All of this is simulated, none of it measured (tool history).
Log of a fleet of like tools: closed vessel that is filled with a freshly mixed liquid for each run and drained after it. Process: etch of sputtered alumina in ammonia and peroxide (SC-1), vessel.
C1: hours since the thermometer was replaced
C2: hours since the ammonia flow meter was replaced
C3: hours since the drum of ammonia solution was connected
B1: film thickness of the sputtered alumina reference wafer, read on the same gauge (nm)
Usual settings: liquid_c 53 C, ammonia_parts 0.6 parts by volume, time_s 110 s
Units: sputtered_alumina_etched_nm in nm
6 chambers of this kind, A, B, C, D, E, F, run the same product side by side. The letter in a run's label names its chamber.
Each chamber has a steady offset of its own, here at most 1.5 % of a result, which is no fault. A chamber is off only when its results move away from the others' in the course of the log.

run 1A hour=8.9 | liquid_c=53 ammonia_parts=0.6 time_s=110 | C1=953.4 C2=1534.8 C3=356.8 | B1=129.99 | sputtered_alumina_etched_nm=6.2314
run 2C hour=19 | liquid_c=53 ammonia_parts=0.6 time_s=110 | C1=2109.8 C2=188.4 C3=139.2 | B1=130.01 | sputtered_alumina_etched_nm=6.2667
run 3D hour=26.7 | liquid_c=53 ammonia_parts=0.6 time_s=110 | C1=408.3 C2=244.7 C3=75.9 | B1=129.99 | sputtered_alumina_etched_nm=6.3127
-- hour=32 chamber C: thermometer replaced
run 4B hour=35.5 | liquid_c=53 ammonia_parts=0.6 time_s=110 | C1=229.1 C2=285.1 C3=803.1 | B1=129.97 | sputtered_alumina_etched_nm=6.2244
run 5E hour=43.3 | liquid_c=53 ammonia_parts=0.6 time_s=110 | C1=1044.8 C2=2379.8 C3=307.1 | B1=130 | sputtered_alumina_etched_nm=6.2706
run 6F hour=52 | liquid_c=53 ammonia_parts=0.6 time_s=110 | C1=1542.4 C2=144.1 C3=458.3 | B1=130.02 | sputtered_alumina_etched_nm=6.2158
run 7F hour=59.9 | liquid_c=56.5 ammonia_parts=0.6 time_s=70 | C1=1550.3 C2=152 C3=466.2 | B1=130.01 | sputtered_alumina_etched_nm=4.763
run 8C hour=69.4 | liquid_c=56.5 ammonia_parts=0.6 time_s=70 | C1=37.4 C2=238.8 C3=189.6 | B1=129.99 | sputtered_alumina_etched_nm=4.8777
-- hour=71.2 chamber A: new drum of ammonia solution connected
run 9B hour=77.2 | liquid_c=56.5 ammonia_parts=0.6 time_s=70 | C1=270.8 C2=326.8 C3=844.8 | B1=130 | sputtered_alumina_etched_nm=4.764
run 10E hour=83.2 | liquid_c=56.5 ammonia_parts=0.6 time_s=70 | C1=1084.7 C2=2419.7 C3=347 | B1=130.01 | sputtered_alumina_etched_nm=4.7455
run 11A hour=93 | liquid_c=56.5 ammonia_parts=0.6 time_s=70 | C1=1037.5 C2=1618.9 C3=21.9 | B1=130 | sputtered_alumina_etched_nm=4.886
run 12D hour=100.5 | liquid_c=56.5 ammonia_parts=0.6 time_s=70 | C1=482.1 C2=318.5 C3=149.7 | B1=130 | sputtered_alumina_etched_nm=4.7504
run 13F hour=105.8 | liquid_c=53 ammonia_parts=0.6 time_s=110 | C1=1596.2 C2=197.9 C3=512.1 | B1=130.04 | sputtered_alumina_etched_nm=6.1923
run 14D hour=114.9 | liquid_c=53 ammonia_parts=0.6 time_s=110 | C1=496.5 C2=332.9 C3=164.1 | B1=130 | sputtered_alumina_etched_nm=6.2038
run 15B hour=120.4 | liquid_c=60.5 ammonia_parts=0.6 time_s=50 | C1=314 C2=370 C3=888 | B1=130 | sputtered_alumina_etched_nm=4.2291
run 16C hour=125.3 | liquid_c=60.5 ammonia_parts=0.6 time_s=50 | C1=93.3 C2=294.7 C3=245.5 | B1=130 | sputtered_alumina_etched_nm=4.222
run 17A hour=133.6 | liquid_c=60.5 ammonia_parts=0.6 time_s=50 | C1=1078.1 C2=1659.5 C3=62.5 | B1=130.02 | sputtered_alumina_etched_nm=4.2572
run 18E hour=138.5 | liquid_c=60.5 ammonia_parts=0.6 time_s=50 | C1=1140 C2=2475 C3=402.3 | B1=130 | sputtered_alumina_etched_nm=4.1827
-- hour=146.7 chamber B: new drum of ammonia solution connected
run 19C hour=147.9 | liquid_c=60.5 ammonia_parts=0.6 time_s=50 | C1=115.9 C2=317.3 C3=268.1 | B1=130 | sputtered_alumina_etched_nm=4.3312
run 20D hour=154.5 | liquid_c=60.5 ammonia_parts=0.6 time_s=50 | C1=536.1 C2=372.5 C3=203.7 | B1=129.98 | sputtered_alumina_etched_nm=4.0532
run 21E hour=162.3 | liquid_c=53 ammonia_parts=0.6 time_s=110 | C1=1163.8 C2=2498.8 C3=426.1 | B1=130 | sputtered_alumina_etched_nm=6.2029
run 22F hour=169.7 | liquid_c=53 ammonia_parts=0.5 time_s=70 | C1=1660.1 C2=261.8 C3=576 | B1=129.99 | sputtered_alumina_etched_nm=3.8598
run 23B hour=178.3 | liquid_c=53 ammonia_parts=0.5 time_s=70 | C1=371.9 C2=427.9 C3=31.7 | B1=130 | sputtered_alumina_etched_nm=3.8924
run 24A hour=182.9 | liquid_c=53 ammonia_parts=0.5 time_s=70 | C1=1127.4 C2=1708.8 C3=111.8 | B1=130 | sputtered_alumina_etched_nm=3.9198
run 25A hour=192.5 | liquid_c=53 ammonia_parts=0.5 time_s=70 | C1=1137 C2=1718.4 C3=121.4 | B1=130.04 | sputtered_alumina_etched_nm=3.8899
run 26D hour=197.4 | liquid_c=53 ammonia_parts=0.5 time_s=70 | C1=579 C2=415.4 C3=246.6 | B1=130.01 | sputtered_alumina_etched_nm=3.7455
run 27F hour=205.8 | liquid_c=53 ammonia_parts=0.5 time_s=70 | C1=1696.2 C2=297.9 C3=612.1 | B1=129.98 | sputtered_alumina_etched_nm=3.9335
run 28C hour=214.7 | liquid_c=53 ammonia_parts=0.6 time_s=110 | C1=182.7 C2=384.1 C3=334.9 | B1=130 | sputtered_alumina_etched_nm=6.4228
-- hour=216.8 chamber E: ammonia flow meter replaced
run 29E hour=220.4 | liquid_c=61.5 ammonia_parts=0.6 time_s=60 | C1=1221.9 C2=3.6 C3=484.2 | B1=130.01 | sputtered_alumina_etched_nm=5.3153
run 30B hour=225.3 | liquid_c=61.5 ammonia_parts=0.6 time_s=60 | C1=418.9 C2=474.9 C3=78.7 | B1=130.01 | sputtered_alumina_etched_nm=5.3007
run 31D hour=231.5 | liquid_c=61.5 ammonia_parts=0.6 time_s=60 | C1=613.1 C2=449.5 C3=280.7 | B1=130 | sputtered_alumina_etched_nm=5.004
run 32A hour=239.4 | liquid_c=61.5 ammonia_parts=0.6 time_s=60 | C1=1183.9 C2=1765.3 C3=168.3 | B1=130 | sputtered_alumina_etched_nm=5.3684
run 33B hour=248.3 | liquid_c=61.5 ammonia_parts=0.6 time_s=60 | C1=441.9 C2=497.9 C3=101.7 | B1=130.01 | sputtered_alumina_etched_nm=5.371
run 34C hour=258.5 | liquid_c=61.5 ammonia_parts=0.6 time_s=60 | C1=226.5 C2=427.9 C3=378.7 | B1=130.02 | sputtered_alumina_etched_nm=5.3623
run 35E hour=268 | liquid_c=53 ammonia_parts=0.6 time_s=110 | C1=1269.5 C2=51.2 C3=531.8 | B1=130 | sputtered_alumina_etched_nm=6.2676
run 36F hour=275.1 | liquid_c=53 ammonia_parts=0.6 time_s=110 | C1=1765.5 C2=367.2 C3=681.4 | B1=130 | sputtered_alumina_etched_nm=6.2379
run 37D hour=284.4 | liquid_c=53 ammonia_parts=0.6 time_s=110 | C1=666 C2=502.4 C3=333.6 | B1=130 | sputtered_alumina_etched_nm=5.8633
run 38A hour=291.2 | liquid_c=53 ammonia_parts=0.6 time_s=110 | C1=1235.7 C2=1817.1 C3=220.1 | B1=130.01 | sputtered_alumina_etched_nm=6.3014
run 39F hour=295.7 | liquid_c=53 ammonia_parts=0.85 time_s=140 | C1=1786.1 C2=387.8 C3=702 | B1=130 | sputtered_alumina_etched_nm=8.1619
run 40E hour=301.2 | liquid_c=53 ammonia_parts=0.85 time_s=140 | C1=1302.7 C2=84.4 C3=565 | B1=129.99 | sputtered_alumina_etched_nm=8.1696
run 41C hour=308.3 | liquid_c=53 ammonia_parts=0.85 time_s=140 | C1=276.3 C2=477.7 C3=428.5 | B1=129.99 | sputtered_alumina_etched_nm=8.3376
run 42B hour=317.9 | liquid_c=53 ammonia_parts=0.85 time_s=140 | C1=511.5 C2=567.5 C3=171.3 | B1=130 | sputtered_alumina_etched_nm=8.2289
run 43E hour=323.5 | liquid_c=53 ammonia_parts=0.85 time_s=140 | C1=1325 C2=106.7 C3=587.3 | B1=129.99 | sputtered_alumina_etched_nm=8.2795
run 44F hour=328.8 | liquid_c=53 ammonia_parts=0.85 time_s=140 | C1=1819.2 C2=420.9 C3=735.1 | B1=129.99 | sputtered_alumina_etched_nm=8.2883

What goes on in this fleet: one chamber off, a drifting gauge, or nothing beyond the chambers' own small offsets? Name the chamber and the cause, if any.

Chamber D drifts away from the others.
Cause: liquid colder than its thermometer reads (K) = 1.53.

Here are 4 candidates for chamber D's next run, each the usual settings with a change, their results left as question marks. Which one brings its results back in line with what the others give on the usual settings?
In line means no further than this from the other chambers' mean on the usual settings: sputtered_alumina_etched_nm 0.17 nm
run 45D-1 hour=336.2 | liquid_c=53 ammonia_parts=0.4 time_s=110 | sputtered_alumina_etched_nm=?
run 45D-2 hour=336.2 | liquid_c=53.5 ammonia_parts=0.6 time_s=110 | sputtered_alumina_etched_nm=?
run 45D-3 hour=336.2 | liquid_c=54.5 ammonia_parts=0.6 time_s=110 | sputtered_alumina_etched_nm=?
run 45D-4 hour=336.2 | liquid_c=52.5 ammonia_parts=0.6 time_s=105 | sputtered_alumina_etched_nm=?

The other chambers' mean on the usual settings: sputtered_alumina_etched_nm 6.2807 nm
run=45D-1 sputtered_alumina_etched_nm=5.5949
run=45D-2 sputtered_alumina_etched_nm=5.9716
run=45D-3 sputtered_alumina_etched_nm=6.2966
run=45D-4 sputtered_alumina_etched_nm=5.4011
45D-3 brings the chamber back in line.
